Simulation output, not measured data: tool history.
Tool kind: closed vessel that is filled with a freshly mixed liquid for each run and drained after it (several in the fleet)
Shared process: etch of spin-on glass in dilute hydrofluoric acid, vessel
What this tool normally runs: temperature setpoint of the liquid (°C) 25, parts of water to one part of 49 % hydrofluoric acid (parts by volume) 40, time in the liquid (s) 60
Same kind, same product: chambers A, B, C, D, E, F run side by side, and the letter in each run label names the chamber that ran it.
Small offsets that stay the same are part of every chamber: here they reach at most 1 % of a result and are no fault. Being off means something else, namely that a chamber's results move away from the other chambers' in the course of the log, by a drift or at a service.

run	hour	temperature setpoint of the liquid (°C)	parts of water to one part of 49 % hydrofluoric acid (parts by volume)	time in the liquid (s)	read-back film thickness of the spin-on glass reference wafer, read on the same gauge (nm)	thickness taken off the spin-on glass on a monitor wafer (Å)
1B	11	25	40	60	69.989	684.72
2D	18.5	25	40	60	69.985	686.24
3A	29.2	25	40	60	69.996	689.01
4E	39.3	25	40	60	70.036	692.23
5F	50.3	25	40	60	69.994	685.73
6C	61.3	25	40	60	70.028	671.89
7E	75	25	40	60	70.009	683.69
8C	88.8	25	40	60	69.979	679.7
9D	99.5	25	25	40	70.012	749.12
10B	114.8	25	25	40	69.986	755.48
11F	127.8	25	25	40	70.052	747.37
12A	136.8	25	25	40	70.002	762.07
13B	149.2	25	25	40	69.983	750.63
14C	164.1	25	25	40	70	738.95
15A	171.9	25	40	60	70.017	698.46
16E	186.7	25	40	60	69.974	685.4
17D	200.3	25	40	60	69.989	704.55
18F	215.2	22.5	40	40	70	404.19
19B	227	22.5	40	40	69.984	421.72
20F	239	22.5	40	40	70.011	408.9
21D	254.1	22.5	40	40	70.006	433.48
22A	262.4	22.5	40	40	70.022	414.44
23C	277.9	22.5	40	40	69.982	410.5
24E	290.7	29	40	60	69.964	802.63
25A	298.1	29	40	60	69.996	814.91
26F	313.2	29	40	60	70.017	805.81
# hour 323.3: chamber B: hydrofluoric acid flow meter replaced
27E	329.1	29	40	60	70.016	797.84
28B	340.4	29	40	60	70.019	814.8
29D	351.3	29	40	60	70.007	868.36
30C	363.2	25	40	60	69.982	679.6
31F	376	23	40	30	70.02	312.7
32D	387.1	23	40	30	69.976	344.28
33C	396.4	23	40	30	69.99	315.94
34B	411.9	23	40	30	69.982	314.34
35E	419.5	23	40	30	69.991	316.61
36A	432.4	23	40	30	70	319.64
37B	447.6	25	40	35	70.015	394.67
38E	460	25	40	35	70.001	398.16
39D	472.3	25	40	35	69.981	439.44
40C	479.1	25	40	35	70.019	390

Is one chamber out of step, is the gauge drifting, or do the chambers differ by no more than their own small offsets? For an off chamber, give its letter and the likeliest cause.

Chamber D drifts away from the others.
What lies behind it: hydrofluoric acid flow above the setpoint (%) = 10.3.
Not necessarily distinguishable in this log from: liquid hotter than its thermometer reads (K).

Here are 4 candidates for chamber D's next run, each the usual settings with a change, their results left as question marks. Which one brings its results back in line with what the others give on the usual settings?
In line here means within this much of the mean the other chambers give on the usual settings: thickness taken off the spin-on glass on a monitor wafer (Å) 23
41D-1	490.5	25.5	40	65		?
41D-2	490.5	24.5	40	55		?
41D-3	490.5	25	40	50		?
41D-4	490.5	29	40	60		?

On the usual settings, the other chambers give on average: thickness taken off the spin-on glass on a monitor wafer (Å) 684.18
run	thickness taken off the spin-on glass on a monitor wafer (Å)
41D-1	843.41
41D-2	684.78
41D-3	635.54
41D-4	897.08
Change 41D-2 lands the chamber within the allowed miss of the other chambers.
